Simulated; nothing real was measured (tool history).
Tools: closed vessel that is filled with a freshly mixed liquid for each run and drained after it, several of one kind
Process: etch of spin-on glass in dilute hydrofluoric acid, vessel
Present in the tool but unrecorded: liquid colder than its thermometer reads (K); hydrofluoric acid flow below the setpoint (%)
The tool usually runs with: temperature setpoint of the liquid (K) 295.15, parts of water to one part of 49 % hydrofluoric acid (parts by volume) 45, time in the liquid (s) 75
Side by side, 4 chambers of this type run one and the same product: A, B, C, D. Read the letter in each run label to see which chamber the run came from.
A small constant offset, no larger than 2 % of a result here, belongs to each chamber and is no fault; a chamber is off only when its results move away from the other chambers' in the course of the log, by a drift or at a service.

run	day	temperature setpoint of the liquid (K)	parts of water to one part of 49 % hydrofluoric acid (parts by volume)	time in the liquid (s)	hours since the thermometer was replaced	hours since the hydrofluoric acid flow meter was replaced	read-back film thickness of the spin-on glass reference wafer, read on the same gauge (nm)	thickness taken off the spin-on glass on a monitor wafer (nm)
1C	0.604	295.15	45	75	1436.8	615.1	90.017	54.75
2D	0.933	295.15	45	75	1412.5	251.3	90.022	54.706
3A	1.3	295.15	45	75	1488.7	486.2	90.029	55.067
# day 1.462: chamber C: thermometer replaced
4B	1.825	295.15	45	75	333.4	493	90.016	55.191
5A	2.204	295.15	45	75	1510.4	507.9	90.022	55.939
6C	2.792	295.15	45	75	32	667.6	89.975	55.111
7B	3.388	295.15	45	75	370.9	530.5	89.997	55.488
# day 3.838: chamber A: hydrofluoric acid flow meter replaced
8D	4.025	295.15	45	75	1486.7	325.5	90.035	55.334
9D	4.454	295.15	45	75	1497	335.8	89.999	55.343
10A	4.775	295.15	45	75	1572.1	22.5	89.985	54.033
11B	5.146	295.15	45	75	413.1	572.7	89.995	56.419
12C	5.608	295.15	45	75	99.6	735.2	89.992	54.666
13B	5.917	293.15	45	75	431.6	591.2	90.019	51.561
14C	6.496	293.15	45	75	120.9	756.5	90.023	50.827
15A	6.917	293.15	45	75	1623.5	73.9	89.98	51.389
16D	7.429	293.15	45	75	1568.4	407.2	89.997	50.599
17B	7.762	295.15	45	75	475.9	635.5	89.975	55.645
18A	8.383	295.15	45	75	1658.7	109.1	90.028	55.567
19D	8.9	295.15	45	75	1603.7	442.5	90.008	54.955
20C	9.533	295.15	45	75	193.8	829.4	89.992	56.1
21A	10.146	295.15	45	75	1701	151.4	89.985	54.945
22D	10.733	295.15	45	75	1647.7	486.5	90.009	54.99
23B	11.062	295.15	45	75	555.1	714.7	90.013	55.006
24C	11.412	295.15	45	75	238.9	874.5	90.021	55.392
25A	11.954	295.15	45	75	1744.4	194.8	89.996	55.127
26C	12.358	295.15	45	75	261.6	897.2	89.992	55.093
27B	12.921	295.15	45	75	599.7	759.3	90.018	53.454
28D	13.45	295.15	65	120	1712.9	551.7	89.98	59.978
29B	13.767	295.15	65	120	620	779.6	90.006	57.289
30A	14.296	295.15	65	120	1800.6	251	89.988	58.986
31C	14.85	295.15	65	120	321.4	957	90.02	58.204
32D	15.162	295.15	45	75	1754	592.8	89.979	54.556
33C	15.767	295.15	45	75	343.4	979	89.993	55.194
34A	16.279	295.15	45	75	1848.2	298.6	90.026	54.339
35B	16.721	295.15	45	75	690.9	850.5	90.021	52.384
36D	17.262	295.15	45	75	1804.4	643.2	89.992	54.374
37D	17.629	295.15	45	75	1813.2	652	90.002	55.004
38B	18.167	290.65	45	75	725.6	885.2	89.994	42.246
39C	18.683	290.65	45	75	413.4	1049	90.012	45.596
40A	18.992	290.65	45	75	1913.3	363.7	90.006	44.891
41D	19.596	290.65	45	75	1860.4	699.2	89.993	45.717
42B	20.029	295.15	45	75	770.3	929.9	90.007	50.11
43C	20.45	295.15	45	75	455.8	1091.4	90.005	54.56
44A	20.85	295.15	45	75	1957.9	408.3	90.004	54.237

What goes on in this fleet: one chamber off, a drifting gauge, or nothing beyond the chambers' own small offsets? Name the chamber and the cause, if any.

One chamber, B, drifts off from the rest bit by bit.
Most likely cause: liquid colder than its thermometer reads (K) = 2.46.
With only this log, it may be confused with: hydrofluoric acid flow below the setpoint (%).

Here are 4 candidates for chamber B's next run, each the usual settings with a change, their results left as question marks. Which one brings its results back in line with what the others give on the usual settings?
To be in line, a result may differ from the other chambers' mean on the usual settings by at most: thickness taken off the spin-on glass on a monitor wafer (nm) 1.7
45B-1	21.312	295.65	45	80				?
45B-2	21.312	295.65	45	75				?
45B-3	21.312	294.65	45	75				?
45B-4	21.312	294.65	45	70				?

Usual-settings mean across the other chambers: thickness taken off the spin-on glass on a monitor wafer (nm) 54.987
run	thickness taken off the spin-on glass on a monitor wafer (nm)
45B-1	54.833
45B-2	51.406
45B-3	49.274
45B-4	45.989
It is 45B-1 that realigns the chamber with its peers.
